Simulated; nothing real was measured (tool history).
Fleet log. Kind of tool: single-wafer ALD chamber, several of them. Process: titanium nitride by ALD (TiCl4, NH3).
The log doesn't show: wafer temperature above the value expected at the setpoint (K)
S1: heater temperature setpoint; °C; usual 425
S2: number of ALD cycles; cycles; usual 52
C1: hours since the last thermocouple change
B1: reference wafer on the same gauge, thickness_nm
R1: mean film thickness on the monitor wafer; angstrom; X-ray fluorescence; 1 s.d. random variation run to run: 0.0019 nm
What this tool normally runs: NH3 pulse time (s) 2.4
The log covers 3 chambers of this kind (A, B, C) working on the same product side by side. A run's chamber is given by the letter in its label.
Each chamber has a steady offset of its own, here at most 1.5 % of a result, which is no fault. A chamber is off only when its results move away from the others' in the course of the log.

run 1B hour=5.3 | S1=425 S2=52 NH3_pulse_time_(s)=2.4 | C1=2807.6 | B1=1.1297 | R1=11.507
run 2C hour=10.7 | S1=425 S2=52 NH3_pulse_time_(s)=2.4 | C1=2692.9 | B1=1.1302 | R1=11.754
run 3A hour=22.4 | S1=425 S2=52 NH3_pulse_time_(s)=2.4 | C1=1920.9 | B1=1.1303 | R1=11.693
run 4A hour=34.1 | S1=425 S2=52 NH3_pulse_time_(s)=2.4 | C1=1932.6 | B1=1.1305 | R1=11.711
run 5C hour=43.3 | S1=425 S2=60 NH3_pulse_time_(s)=1.78 | C1=2725.5 | B1=1.1309 | R1=13.47
run 6B hour=53 | S1=425 S2=60 NH3_pulse_time_(s)=1.78 | C1=2855.3 | B1=1.1315 | R1=13.201
run 7A hour=62.1 | S1=425 S2=60 NH3_pulse_time_(s)=1.78 | C1=1960.6 | B1=1.1318 | R1=13.423
run 8C hour=72 | S1=425 S2=52 NH3_pulse_time_(s)=2.4 | C1=2754.2 | B1=1.1322 | R1=11.794
run 9B hour=78 | S1=425 S2=52 NH3_pulse_time_(s)=2.4 | C1=2880.3 | B1=1.1329 | R1=11.522
run 10C hour=84.8 | S1=425 S2=52 NH3_pulse_time_(s)=2.4 | C1=2767 | B1=1.132 | R1=11.816
run 11B hour=92.2 | S1=425 S2=52 NH3_pulse_time_(s)=2.4 | C1=2894.5 | B1=1.1324 | R1=11.535
run 12A hour=101.9 | S1=425 S2=52 NH3_pulse_time_(s)=2.4 | C1=2000.4 | B1=1.1329 | R1=11.718
run 13B hour=107.7 | S1=425 S2=52 NH3_pulse_time_(s)=3.19 | C1=2910 | B1=1.1327 | R1=11.65
run 14A hour=119.5 | S1=425 S2=52 NH3_pulse_time_(s)=3.19 | C1=2018 | B1=1.1336 | R1=11.782
run 15C hour=128.6 | S1=425 S2=52 NH3_pulse_time_(s)=3.19 | C1=2810.8 | B1=1.1331 | R1=11.91
-- hour=132.4 chamber B: thermocouple changed; heater temperature recalibrated
run 16C hour=135.1 | S1=432 S2=52 NH3_pulse_time_(s)=2.4 | C1=2817.3 | B1=1.1341 | R1=11.8
run 17A hour=144.6 | S1=432 S2=52 NH3_pulse_time_(s)=2.4 | C1=2043.1 | B1=1.1339 | R1=11.766
run 18B hour=153.2 | S1=432 S2=52 NH3_pulse_time_(s)=2.4 | C1=20.8 | B1=1.134 | R1=11.53
-- hour=157.5 chamber C: thermocouple changed; heater temperature recalibrated
run 19A hour=162.3 | S1=425 S2=52 NH3_pulse_time_(s)=2.4 | C1=2060.8 | B1=1.1342 | R1=11.763
run 20C hour=171.1 | S1=425 S2=52 NH3_pulse_time_(s)=2.4 | C1=13.6 | B1=1.1344 | R1=11.822
run 21B hour=178.9 | S1=425 S2=57 NH3_pulse_time_(s)=2.4 | C1=46.5 | B1=1.1345 | R1=12.733
run 22A hour=189.4 | S1=425 S2=57 NH3_pulse_time_(s)=2.4 | C1=2087.9 | B1=1.135 | R1=12.876
run 23C hour=199.6 | S1=425 S2=57 NH3_pulse_time_(s)=2.4 | C1=42.1 | B1=1.1354 | R1=12.95
-- hour=203.8 chamber A: thermocouple changed; heater temperature recalibrated
run 24B hour=210.1 | S1=414 S2=52 NH3_pulse_time_(s)=3.22 | C1=77.7 | B1=1.1358 | R1=11.669
run 25B hour=219.9 | S1=414 S2=52 NH3_pulse_time_(s)=3.22 | C1=87.5 | B1=1.1359 | R1=11.645
run 26A hour=225 | S1=414 S2=52 NH3_pulse_time_(s)=3.22 | C1=21.2 | B1=1.136 | R1=11.846
run 27C hour=234.3 | S1=425 S2=52 NH3_pulse_time_(s)=1.7 | C1=76.8 | B1=1.1363 | R1=11.728
run 28B hour=242.8 | S1=425 S2=52 NH3_pulse_time_(s)=1.7 | C1=110.4 | B1=1.1359 | R1=11.473
run 29C hour=248.3 | S1=425 S2=52 NH3_pulse_time_(s)=1.7 | C1=90.8 | B1=1.1367 | R1=11.74
run 30A hour=254.3 | S1=425 S2=52 NH3_pulse_time_(s)=2.4 | C1=50.5 | B1=1.1369 | R1=11.775
run 31A hour=262 | S1=425 S2=52 NH3_pulse_time_(s)=2.4 | C1=58.2 | B1=1.1367 | R1=11.808
run 32B hour=268 | S1=425 S2=44 NH3_pulse_time_(s)=2.4 | C1=135.6 | B1=1.1377 | R1=9.8208
run 33C hour=278.5 | S1=425 S2=44 NH3_pulse_time_(s)=2.4 | C1=121 | B1=1.1372 | R1=10.054

Decide between three cases: one chamber stands off from its peers, the gauge reading all wafers drifts, or nothing is wrong past each chamber's small offset. Where a chamber is off, say which and what most likely put it there.

Every chamber seems to shift together because the gauge that measures them all drifts; the chambers themselves are fine.
What lies behind it: gauge reads high (%) = 0.675.
